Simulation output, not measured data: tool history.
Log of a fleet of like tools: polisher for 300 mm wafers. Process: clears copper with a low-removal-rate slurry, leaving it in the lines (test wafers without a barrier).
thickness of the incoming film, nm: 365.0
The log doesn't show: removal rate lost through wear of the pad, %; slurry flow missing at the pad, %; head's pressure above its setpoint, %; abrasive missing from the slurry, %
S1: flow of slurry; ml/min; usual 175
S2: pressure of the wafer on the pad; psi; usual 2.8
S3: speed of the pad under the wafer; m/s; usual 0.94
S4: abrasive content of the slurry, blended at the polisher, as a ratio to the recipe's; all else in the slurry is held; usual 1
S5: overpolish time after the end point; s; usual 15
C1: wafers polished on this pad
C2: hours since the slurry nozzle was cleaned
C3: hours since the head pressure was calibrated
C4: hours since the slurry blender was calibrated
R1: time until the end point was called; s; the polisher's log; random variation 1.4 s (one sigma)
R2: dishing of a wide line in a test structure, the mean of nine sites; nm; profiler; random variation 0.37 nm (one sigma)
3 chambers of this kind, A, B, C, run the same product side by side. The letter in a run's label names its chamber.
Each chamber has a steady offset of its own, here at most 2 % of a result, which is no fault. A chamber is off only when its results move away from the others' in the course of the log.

Run 1C, day 0.392: usual settings; C1 224; C2 545.1; C3 1050.6; C4 280.4. Result: R1 126.38 s, R2 30.74 nm.
Run 2A, day 0.767: usual settings; C1 624; C2 63.7; C3 59.2; C4 139.2. Result: R1 131.78 s, R2 30.168 nm.
At day 0.971: chamber A: slurry blender recalibrated.
Run 3B, day 1.188: usual settings; C1 577; C2 360; C3 263; C4 104.8. Result: R1 130.22 s, R2 31.017 nm.
At day 1.438: chamber A: worn pad replaced by a new one.
Run 4A, day 1.446: usual settings; C1 1; C2 80; C3 75.5; C4 11.5. Result: R1 129.7 s, R2 30.366 nm.
At day 1.717: chamber B: worn pad replaced by a new one.
Run 5B, day 1.792: usual settings; C1 15; C2 374.5; C3 277.5; C4 119.3. Result: R1 131.65 s, R2 31.127 nm.
Run 6C, day 2.033: usual settings; C1 542; C2 584.5; C3 1090; C4 319.8. Result: R1 131.75 s, R2 30.851 nm.
Run 7C, day 2.408: usual settings; C1 615; C2 593.5; C3 1099; C4 328.8. Result: R1 127.96 s, R2 30.341 nm.
At day 2.6: chamber C: worn pad replaced by a new one.
Run 8B, day 2.771: usual settings; C1 204; C2 398; C3 301; C4 142.8. Result: R1 128.07 s, R2 31.112 nm.
Run 9A, day 3.083: usual settings; C1 319; C2 119.3; C3 114.8; C4 50.8. Result: R1 131.74 s, R2 30.222 nm.
Run 10B, day 3.458: usual settings; C1 337; C2 414.5; C3 317.5; C4 159.3. Result: R1 128.7 s, R2 30.666 nm.
Run 11A, day 3.667: usual settings; C1 432; C2 133.3; C3 128.8; C4 64.8. Result: R1 129.21 s, R2 30.198 nm.
Run 12C, day 4.083: usual settings; C1 287; C2 633.7; C3 1139.2; C4 369. Result: R1 126.44 s, R2 31.004 nm.
Run 13C, day 4.446: usual settings; C1 358; C2 642.4; C3 1147.9; C4 377.7. Result: R1 131.63 s, R2 30.812 nm.
At day 4.725: chamber B: worn pad replaced by a new one.
Run 14A, day 4.812: usual settings; C1 653; C2 160.8; C3 156.3; C4 92.3. Result: R1 131.6 s, R2 29.336 nm.
Run 15B, day 5.167: usual settings; C1 86; C2 455.5; C3 358.5; C4 200.3. Result: R1 132.19 s, R2 30.012 nm.
At day 5.333: chamber A: worn pad replaced by a new one.
Run 16A, day 5.404: usual settings; C1 13; C2 175; C3 170.5; C4 106.5. Result: R1 132.85 s, R2 30.682 nm.
At day 5.512: chamber C: worn pad replaced by a new one.
At day 5.638: chamber A: slurry blender recalibrated.
At day 5.692: chamber C: slurry nozzle cleaned.
Run 17C, day 5.804: usual settings; C1 56; C2 2.8; C3 1180.5; C4 410.3. Result: R1 129.32 s, R2 30.361 nm.
Run 18B, day 6.033: usual settings; C1 254; C2 476.3; C3 379.3; C4 221.1. Result: R1 130.33 s, R2 30.838 nm.
At day 6.275: chamber C: slurry blender recalibrated.
Run 19B, day 6.283: usual settings; C1 302; C2 482.3; C3 385.3; C4 227.1. Result: R1 131.19 s, R2 29.964 nm.
Run 20A, day 6.517: usual settings; C1 229; C2 201.7; C3 197.2; C4 21.2. Result: R1 131.44 s, R2 30.768 nm.
Run 21C, day 6.754: usual settings; C1 240; C2 25.6; C3 1203.3; C4 11.6. Result: R1 130.01 s, R2 31.326 nm.
Run 22B, day 6.996: usual settings; C1 440; C2 499.4; C3 402.4; C4 244.2. Result: R1 129.35 s, R2 29.966 nm.
At day 7.192: chamber C: head pressure recalibrated.
Run 23A, day 7.196: usual settings but S4 0.75, S5 21 s; C1 360; C2 218; C3 213.5; C4 37.5. Result: R1 138.77 s, R2 38.653 nm.
Run 24C, day 7.562: usual settings but S4 0.75, S5 21 s; C1 397; C2 45; C3 9; C4 31. Result: R1 134.17 s, R2 39.846 nm.
Run 25C, day 7.971: usual settings but S4 0.75, S5 21 s; C1 476; C2 54.8; C3 18.8; C4 40.8. Result: R1 138.51 s, R2 39.464 nm.
At day 8.071: chamber C: worn pad replaced by a new one.
Run 26A, day 8.383: usual settings; C1 590; C2 246.5; C3 242; C4 66. Result: R1 130.05 s, R2 30.04 nm.
At day 8.621: chamber B: worn pad replaced by a new one.
Run 27B, day 8.717: usual settings; C1 19; C2 540.7; C3 443.7; C4 285.5. Result: R1 129.08 s, R2 30.768 nm.
Run 28C, day 9.125: usual settings; C1 204; C2 82.5; C3 46.5; C4 68.5. Result: R1 127.27 s, R2 31.018 nm.
Run 29A, day 9.55: usual settings but S1 235 ml/min; C1 816; C2 274.5; C3 270; C4 94. Result: R1 126.12 s, R2 31.297 nm.
Run 30B, day 9.929: usual settings but S1 235 ml/min; C1 254; C2 569.8; C3 472.8; C4 314.6. Result: R1 124.57 s, R2 31.626 nm.
At day 10.096: chamber A: worn pad replaced by a new one.
Run 31C, day 10.192: usual settings but S1 235 ml/min; C1 411; C2 108.1; C3 72.1; C4 94.1. Result: R1 123.55 s, R2 31.972 nm.
Run 32B, day 10.442: usual settings; C1 353; C2 582.1; C3 485.1; C4 326.9. Result: R1 129.27 s, R2 29.965 nm.
At day 10.846: chamber A: slurry blender recalibrated.
Run 33A, day 10.875: usual settings; C1 151; C2 306.3; C3 301.8; C4 0.8. Result: R1 129.75 s, R2 29.653 nm.
Run 34B, day 11.212: usual settings but S1 135 ml/min, S3 0.64 m/s; C1 502; C2 600.6; C3 503.6; C4 345.4. Result: R1 198.73 s, R2 20.791 nm.
At day 11.304: chamber C: worn pad replaced by a new one.
Run 35C, day 11.617: usual settings but S1 135 ml/min, S3 0.64 m/s; C1 61; C2 142.3; C3 106.3; C4 128.3. Result: R1 202.2 s, R2 20.584 nm.
At day 11.692: chamber B: head pressure recalibrated.
Run 36A, day 11.979: usual settings but S1 135 ml/min, S3 0.64 m/s; C1 365; C2 332.8; C3 328.3; C4 27.3. Result: R1 196.8 s, R2 20.178 nm.
Run 37A, day 12.225: usual settings; C1 413; C2 338.7; C3 334.2; C4 33.2. Result: R1 129.77 s, R2 29.884 nm.
At day 12.329: chamber B: worn pad replaced by a new one.
Run 38C, day 12.667: usual settings; C1 264; C2 167.5; C3 131.5; C4 153.5. Result: R1 128.35 s, R2 30.509 nm.
Run 39B, day 13.1: usual settings; C1 149; C2 645.9; C3 33.9; C4 390.7. Result: R1 130.36 s, R2 30.746 nm.
Run 40B, day 13.492: usual settings; C1 225; C2 655.3; C3 43.3; C4 400.1. Result: R1 132.41 s, R2 31.017 nm.
Run 41A, day 13.875: usual settings; C1 732; C2 378.3; C3 373.8; C4 72.8. Result: R1 131.83 s, R2 30.232 nm.
At day 13.892: chamber A: worn pad replaced by a new one.
Run 42C, day 14.121: usual settings but S3 0.8 m/s, S4 0.75; C1 546; C2 202.4; C3 166.4; C4 188.4. Result: R1 159.34 s, R2 24.925 nm.
Run 43A, day 14.429: usual settings but S3 0.8 m/s, S4 0.75; C1 104; C2 391.6; C3 387.1; C4 86.1. Result: R1 162.19 s, R2 24.631 nm.
Run 44B, day 14.8: usual settings but S3 0.8 m/s, S4 0.75; C1 478; C2 686.7; C3 74.7; C4 431.5. Result: R1 162.88 s, R2 24.473 nm.

All 3 chambers run these settings next. Forecast each chamber's results:
Run 45A, day 15.117: usual settings but S4 0.7. Result: R1 ?, R2 ?.
Run 45B, day 15.117: usual settings but S4 0.7. Result: R1 ?, R2 ?.
Run 45C, day 15.117: usual settings but S4 0.7. Result: R1 ?, R2 ?.

run      R1      R2
45A  141.04  27.884
45B  138.99  28.855
45C  138.89  28.337

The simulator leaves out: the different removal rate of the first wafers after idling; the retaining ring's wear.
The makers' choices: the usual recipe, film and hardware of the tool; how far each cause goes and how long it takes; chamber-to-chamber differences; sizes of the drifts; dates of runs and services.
